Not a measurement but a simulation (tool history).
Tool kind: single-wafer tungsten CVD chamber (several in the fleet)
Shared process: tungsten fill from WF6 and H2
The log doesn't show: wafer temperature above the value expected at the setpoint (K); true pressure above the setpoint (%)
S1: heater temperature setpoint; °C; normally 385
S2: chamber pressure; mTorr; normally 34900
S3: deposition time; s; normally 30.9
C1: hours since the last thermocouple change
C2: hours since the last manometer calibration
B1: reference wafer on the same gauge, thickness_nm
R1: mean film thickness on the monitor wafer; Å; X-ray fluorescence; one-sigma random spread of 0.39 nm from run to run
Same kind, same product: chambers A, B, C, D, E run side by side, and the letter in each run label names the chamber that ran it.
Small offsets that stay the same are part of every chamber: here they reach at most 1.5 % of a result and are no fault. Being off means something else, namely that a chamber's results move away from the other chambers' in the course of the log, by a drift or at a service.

| run | day | S1 | S2 | S3 | C1 | C2 | B1 | R1 |
|---|---|---|---|---|---|---|---|---|
| 1A | 0.612 | 385 | 34900 | 30.9 | 1690.1 | 1192.2 | 74.312 | 726.84 |
| 2E | 0.892 | 385 | 34900 | 30.9 | 2823.5 | 68.3 | 74.483 | 725.45 |
| 3D | 1.242 | 385 | 34900 | 30.9 | 1630.4 | 541.3 | 74.459 | 725.53 |
| 4B | 1.567 | 385 | 34900 | 30.9 | 579.6 | 218.7 | 74.468 | 713.02 |
| 5C | 1.917 | 385 | 34900 | 30.9 | 1196.9 | 762.9 | 74.54 | 729.78 |
| 6E | 2.438 | 385 | 34900 | 30.9 | 2860.6 | 105.4 | 74.349 | 720.59 |
| 7C | 2.712 | 385 | 34900 | 30.9 | 1216 | 782 | 74.414 | 729.23 |
| 8D | 3.2 | 385 | 34900 | 30.9 | 1677.4 | 588.3 | 74.394 | 733.84 |
| 9B | 3.617 | 385 | 34900 | 30.9 | 628.8 | 267.9 | 74.453 | 722.59 |
|  | 3.667 | chamber D: thermocouple changed; heater temperature recalibrated |
| 10A | 4.054 | 371 | 34900 | 28.1 | 1772.7 | 1274.8 | 74.543 | 492.96 |
| 11A | 4.588 | 371 | 34900 | 28.1 | 1785.5 | 1287.6 | 74.528 | 498.36 |
| 12E | 4.975 | 371 | 34900 | 28.1 | 2921.5 | 166.3 | 74.393 | 504.07 |
|  | 5.208 | chamber E: thermocouple changed; heater temperature recalibrated |
| 13B | 5.442 | 371 | 34900 | 28.1 | 672.6 | 311.7 | 74.428 | 486.19 |
| 14C | 5.829 | 371 | 34900 | 28.1 | 1290.8 | 856.8 | 74.385 | 499.74 |
| 15D | 6.183 | 385 | 34900 | 30.9 | 60.5 | 659.9 | 74.344 | 724.84 |
| 16E | 6.612 | 397 | 28600 | 30.9 | 33.8 | 205.6 | 74.426 | 903.72 |
| 17C | 7.112 | 397 | 28600 | 30.9 | 1321.6 | 887.6 | 74.517 | 837.13 |
| 18B | 7.392 | 397 | 28600 | 30.9 | 719.4 | 358.5 | 74.338 | 829.67 |
| 19D | 7.908 | 397 | 28600 | 30.9 | 101.9 | 701.3 | 74.388 | 835.42 |
| 20A | 8.408 | 397 | 28600 | 30.9 | 1877.2 | 1379.3 | 74.4 | 831.38 |
| 21D | 8.833 | 391 | 39100 | 30.9 | 124.1 | 723.5 | 74.398 | 859.56 |
| 22C | 9.462 | 391 | 39100 | 30.9 | 1378 | 944 | 74.428 | 866.78 |
| 23E | 9.983 | 391 | 39100 | 30.9 | 114.7 | 286.5 | 74.33 | 925.92 |
| 24B | 10.417 | 391 | 39100 | 30.9 | 792 | 431.1 | 74.449 | 853.58 |
| 25A | 10.842 | 391 | 39100 | 30.9 | 1935.6 | 1437.7 | 74.439 | 857.86 |
| 26D | 11.346 | 385 | 34900 | 30.9 | 184.4 | 783.8 | 74.378 | 726.64 |
|  | 11.462 | chamber A: thermocouple changed; heater temperature recalibrated |
| 27E | 11.896 | 385 | 34900 | 30.9 | 160.6 | 332.4 | 74.333 | 787.99 |
| 28B | 12.292 | 385 | 34900 | 30.9 | 837 | 476.1 | 74.379 | 723.67 |
| 29A | 12.567 | 385 | 28200 | 28.6 | 26.6 | 1479.1 | 74.495 | 603.37 |
| 30C | 12.867 | 385 | 28200 | 28.6 | 1459.7 | 1025.7 | 74.413 | 609.69 |
| 31E | 13.321 | 385 | 28200 | 28.6 | 194.8 | 366.6 | 74.431 | 657.08 |
| 32C | 13.708 | 385 | 28200 | 28.6 | 1479.9 | 1045.9 | 74.461 | 610.89 |

Does one chamber stand apart from the rest, does the shared gauge drift, or is all well apart from small per-chamber offsets? Give the chamber and the most likely cause, where there is one.

After it was serviced, chamber E no longer matches the other chambers.
Likeliest cause: wafer temperature above the value expected at the setpoint (K) = 3.89.

Below are 4 candidate recipes for chamber E's next run, each the usual settings with a change, their results shown as question marks. Which of them brings E's results back in line with what the other chambers give on the usual settings?
Allowed miss from the other chambers' usual-settings mean, per result, to count as in line: R1 14 Å
| 33E-1 | 14.162 | 382 | 34900 | 30.1 |  |  |  | ? |
| 33E-2 | 14.162 | 384 | 34600 | 30.6 |  |  |  | ? |
| 33E-3 | 14.162 | 387 | 34900 | 30.9 |  |  |  | ? |
| 33E-4 | 14.162 | 388 | 35500 | 31.6 |  |  |  | ? |

The mean the other chambers reach with the usual settings: R1 723.66 Å
| run | R1 |
|---|---|
| 33E-1 | 720.13 |
| 33E-2 | 758.28 |
| 33E-3 | 814.61 |
| 33E-4 | 855.76 |
The right change is 33E-1: it brings the chamber back within the allowed miss of the others.

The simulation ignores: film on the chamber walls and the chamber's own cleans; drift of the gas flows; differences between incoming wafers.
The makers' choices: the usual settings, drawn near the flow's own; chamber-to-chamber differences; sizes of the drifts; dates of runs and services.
